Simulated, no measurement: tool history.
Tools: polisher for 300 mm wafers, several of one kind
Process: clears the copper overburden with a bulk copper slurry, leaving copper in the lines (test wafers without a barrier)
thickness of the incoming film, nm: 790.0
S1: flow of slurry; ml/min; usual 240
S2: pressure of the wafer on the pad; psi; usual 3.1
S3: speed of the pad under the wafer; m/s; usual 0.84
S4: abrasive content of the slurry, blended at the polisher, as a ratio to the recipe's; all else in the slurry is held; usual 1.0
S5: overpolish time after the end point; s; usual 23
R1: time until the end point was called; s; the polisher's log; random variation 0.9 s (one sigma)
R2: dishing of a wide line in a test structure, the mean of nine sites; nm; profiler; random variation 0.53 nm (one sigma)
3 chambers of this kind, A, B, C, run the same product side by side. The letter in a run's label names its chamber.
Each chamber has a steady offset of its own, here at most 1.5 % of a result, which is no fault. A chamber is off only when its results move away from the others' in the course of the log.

-- hour=1.7 chamber C: head pressure recalibrated
run 1B hour=7.5 | S1=240 S2=3.1 S3=0.84 S4=1.0 S5=23 | R1=85.189 R2=39.234
run 2C hour=20.0 | S1=240 S2=3.1 S3=0.84 S4=1.0 S5=23 | R1=82.443 R2=39.841
-- hour=23.2 chamber A: slurry nozzle cleaned
-- hour=25.2 chamber A: worn pad replaced by a new one
run 3A hour=33.6 | S1=240 S2=3.1 S3=0.84 S4=1.0 S5=23 | R1=83.863 R2=39.781
-- hour=41.5 chamber B: worn pad replaced by a new one
run 4B hour=42.0 | S1=240 S2=3.1 S3=0.84 S4=1.0 S5=23 | R1=82.881 R2=40.641
run 5A hour=49.8 | S1=240 S2=3.1 S3=0.84 S4=1.0 S5=23 | R1=83.079 R2=39.496
run 6C hour=61.9 | S1=240 S2=3.1 S3=0.84 S4=1.0 S5=23 | R1=82.258 R2=39.756
run 7B hour=72.7 | S1=240 S2=3.1 S3=1.10 S4=1.0 S5=33 | R1=64.433 R2=41.653
run 8C hour=81.1 | S1=240 S2=3.1 S3=1.10 S4=1.0 S5=33 | R1=62.281 R2=40.181
run 9A hour=91.5 | S1=240 S2=3.1 S3=1.10 S4=1.0 S5=33 | R1=64.012 R2=39.741
-- hour=93.1 chamber C: slurry nozzle cleaned
run 10B hour=102.4 | S1=300 S2=3.1 S3=0.84 S4=1.0 S5=23 | R1=81.954 R2=40.903
run 11C hour=115.9 | S1=300 S2=3.1 S3=0.84 S4=1.0 S5=23 | R1=80.626 R2=39.617
run 12A hour=125.5 | S1=300 S2=3.1 S3=0.84 S4=1.0 S5=23 | R1=82.381 R2=40.381
-- hour=131.6 chamber A: worn pad replaced by a new one
-- hour=134.6 chamber C: worn pad replaced by a new one
run 13C hour=137.9 | S1=240 S2=3.1 S3=0.84 S4=1.0 S5=23 | R1=85.401 R2=39.669
-- hour=142.3 chamber A: slurry blender recalibrated
run 14A hour=147.7 | S1=240 S2=3.1 S3=0.84 S4=1.0 S5=23 | R1=84.923 R2=39.667
run 15B hour=155.0 | S1=240 S2=3.1 S3=0.84 S4=1.0 S5=23 | R1=84.520 R2=39.686
run 16A hour=165.5 | S1=240 S2=3.1 S3=0.84 S4=1.0 S5=23 | R1=83.197 R2=38.782
-- hour=176.7 chamber B: slurry blender recalibrated
run 17C hour=177.9 | S1=240 S2=3.1 S3=0.84 S4=1.0 S5=23 | R1=86.396 R2=39.786
run 18B hour=185.0 | S1=240 S2=3.1 S3=0.84 S4=1.0 S5=23 | R1=83.663 R2=40.201
-- hour=189.6 chamber B: worn pad replaced by a new one
run 19C hour=198.1 | S1=240 S2=3.1 S3=0.84 S4=1.0 S5=23 | R1=88.207 R2=38.741
run 20A hour=206.5 | S1=240 S2=3.1 S3=0.84 S4=1.1 S5=16 | R1=80.532 R2=37.892
run 21B hour=216.1 | S1=240 S2=3.1 S3=0.84 S4=1.1 S5=16 | R1=83.135 R2=38.123
run 22B hour=227.4 | S1=240 S2=3.1 S3=0.84 S4=1.1 S5=16 | R1=82.540 R2=39.272
-- hour=232.0 chamber A: worn pad replaced by a new one
run 23A hour=239.9 | S1=240 S2=3.1 S3=0.70 S4=1.0 S5=13 | R1=98.454 R2=35.532
run 24C hour=250.9 | S1=240 S2=3.1 S3=0.70 S4=1.0 S5=13 | R1=109.780 R2=34.558

What goes on in this fleet: one chamber off, a drifting gauge, or nothing beyond the chambers' own small offsets? Name the chamber and the cause, if any.

Chamber C drifts away from the others.
Cause: abrasive missing from the slurry, % = 36.3.
The log may not tell that from: head's pressure below its setpoint, %.

Here are 4 candidates for chamber C's next run, each the usual settings with a change, their results left as question marks. Which one brings its results back in line with what the others give on the usual settings?
In line means no further than this from the other chambers' mean on the usual settings: R1 3.100 s; R2 1.900 nm
run 25C-1 hour=260.9 | S1=240 S2=3.2 S3=0.88 S4=1.0 S5=23 | R1=? R2=?
run 25C-2 hour=260.9 | S1=240 S2=3.3 S3=0.90 S4=1.0 S5=23 | R1=? R2=?
run 25C-3 hour=260.9 | S1=240 S2=2.9 S3=0.78 S4=1.0 S5=23 | R1=? R2=?
run 25C-4 hour=260.9 | S1=240 S2=3.0 S3=0.80 S4=1.0 S5=23 | R1=? R2=?

The other chambers' mean on the usual settings: R1 83.773 s; R2 39.964 nm
run=25C-1 R1=83.545 R2=40.516
run=25C-2 R1=79.223 R2=40.711
run=25C-3 R1=104.040 R2=39.519
run=25C-4 R1=98.072 R2=39.850
25C-1 brings the chamber back in line.
